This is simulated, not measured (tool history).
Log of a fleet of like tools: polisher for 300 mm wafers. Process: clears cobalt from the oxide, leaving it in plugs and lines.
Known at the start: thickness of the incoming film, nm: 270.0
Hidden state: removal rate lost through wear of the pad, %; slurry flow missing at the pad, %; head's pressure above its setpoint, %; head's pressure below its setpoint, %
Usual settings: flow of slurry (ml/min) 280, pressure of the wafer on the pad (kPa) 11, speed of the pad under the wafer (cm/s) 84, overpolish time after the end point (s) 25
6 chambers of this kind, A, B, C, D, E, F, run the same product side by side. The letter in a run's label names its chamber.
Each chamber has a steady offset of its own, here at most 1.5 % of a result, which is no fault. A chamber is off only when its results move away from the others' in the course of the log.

run	hour	flow of slurry (ml/min)	pressure of the wafer on the pad (kPa)	speed of the pad under the wafer (cm/s)	overpolish time after the end point (s)	wafers polished on this pad	hours since the slurry nozzle was cleaned	hours since the head pressure was calibrated	time until the end point was called (s)	dishing of a wide line in a test structure (Å)
1E	6.5	280	11	84	25	706	272.8	805.3	75.173	370
# hour 8.8: chamber E: slurry nozzle cleaned
2C	15.9	280	11	84	25	541	108.4	364.9	74.245	373.61
3B	23.6	280	11	84	25	466	25.1	282	72.767	352.53
# hour 28.4: chamber C: worn pad replaced by a new one
4F	29.8	280	11	84	25	225	134.9	572.1	72.778	363.86
5A	38.2	280	11	84	25	1277	99.3	40.4	74.701	355.87
6D	46.5	280	11	84	25	978	240.2	335.9	74.291	365.32
# hour 56.3: chamber E: worn pad replaced by a new one
7C	57.7	280	11	84	25	217	150.2	406.7	72.391	369.8
# hour 60.5: chamber A: worn pad replaced by a new one
# hour 65.7: chamber D: worn pad replaced by a new one
8A	67.5	280	11	84	25	52	128.6	69.7	74.39	366.49
9D	78.6	280	8.3	84	25	95	272.3	368	97.973	329.62
# hour 83.6: chamber F: worn pad replaced by a new one
10F	89.8	280	8.3	84	25	46	194.9	632.1	99.426	321.95
11B	96.2	280	8.3	84	25	1003	97.7	354.6	102.48	317.09
12E	102.1	280	8.3	84	25	339	93.4	900.9	98.493	339.08
# hour 106.2: chamber C: worn pad replaced by a new one
13D	108.9	280	8.3	84	25	320	302.6	398.3	102.49	353.05
14E	118.1	280	8.3	84	25	458	109.4	916.9	100.73	333.73
15A	126.4	280	11	84	25	488	187.5	128.6	75.517	345.8
# hour 135: chamber D: slurry nozzle cleaned
16C	135.4	280	11	84	25	216	227.9	484.4	72.703	378.06
17B	143.8	280	11	84	25	1356	145.3	402.2	75.462	361.1
18F	150.8	280	8.3	64	25	498	255.9	693.1	130.19	282.43
19E	157.5	280	8.3	64	25	750	148.8	956.3	129.27	275.21
# hour 165.3: chamber B: worn pad replaced by a new one
20A	168.8	280	8.3	64	25	802	229.9	171	125.43	293.58
# hour 173.1: chamber F: worn pad replaced by a new one
21B	178	280	8.3	64	25	94	179.5	436.4	134.63	296.4
# hour 179.4: chamber E: worn pad replaced by a new one
# hour 181.5: chamber C: worn pad replaced by a new one
22C	188.7	280	8.3	64	25	53	281.2	537.7	131.07	294.01
23D	195.1	280	8.3	64	25	958	60.1	484.5	131.03	290.67
24F	206	280	11	84	25	243	311.1	748.3	73.223	355.15
# hour 212.3: chamber A: slurry nozzle cleaned
25D	215.5	280	11	84	25	1109	80.5	504.9	74.461	362.81
26B	223.5	280	11	84	25	431	225	481.9	76.381	360.39
27F	234.3	280	11	84	25	453	339.4	776.6	74.783	355.12
28A	245.7	280	11	84	25	1372	33.4	247.9	72.965	360.23
# hour 249.9: chamber F: worn pad replaced by a new one
# hour 256: chamber C: worn pad replaced by a new one
29E	257.1	280	11	84	25	575	248.4	1055.9	74.664	346.34
# hour 257.3: chamber A: worn pad replaced by a new one
# hour 259.7: chamber D: worn pad replaced by a new one
30C	268	280	7.6	84	11	89	360.5	617	104.07	194.49
31F	279.3	280	7.6	84	11	218	384.4	821.6	108.7	196.18
32E	288.1	280	7.6	84	11	805	279.4	1086.9	107.35	198
33C	294.1	280	7.6	84	11	282	386.6	643.1	106.84	200.72
# hour 295: chamber E: slurry nozzle cleaned
34B	303.9	280	7.6	84	11	1027	305.4	562.3	106.31	195.65
35A	314.3	280	7.6	84	11	422	102	316.5	109.19	202.31
# hour 321.3: chamber F: slurry nozzle cleaned
36D	323.6	280	11	84	25	473	188.6	613	75.832	355.32
# hour 326.9: chamber E: worn pad replaced by a new one
# hour 327.8: chamber F: worn pad replaced by a new one
# hour 333.6: chamber C: worn pad replaced by a new one
37F	334.3	280	11	84	25	48	13	876.6	72.536	370.78
38C	342.2	280	11	84	25	63	434.7	691.2	76.783	377.3
39E	348.7	280	11	84	25	162	53.8	1147.5	74.305	358.49
# hour 350: chamber B: worn pad replaced by a new one
40A	358.8	280	11	84	25	752	146.5	361	75.458	361.65
41B	366.3	280	11	84	25	121	367.8	624.7	75.875	355.06
42D	377	280	11	84	25	869	242	666.4	72.432	357.56
43F	382.1	280	11	84	25	402	60.8	924.4	73.387	363.02
44C	389.3	280	11	84	25	412	481.8	738.3	73.336	362.99

What goes on in this fleet: one chamber off, a drifting gauge, or nothing beyond the chambers' own small offsets? Name the chamber and the cause, if any.

No chamber stands off beyond its own small offset, and the gauge holds steady.
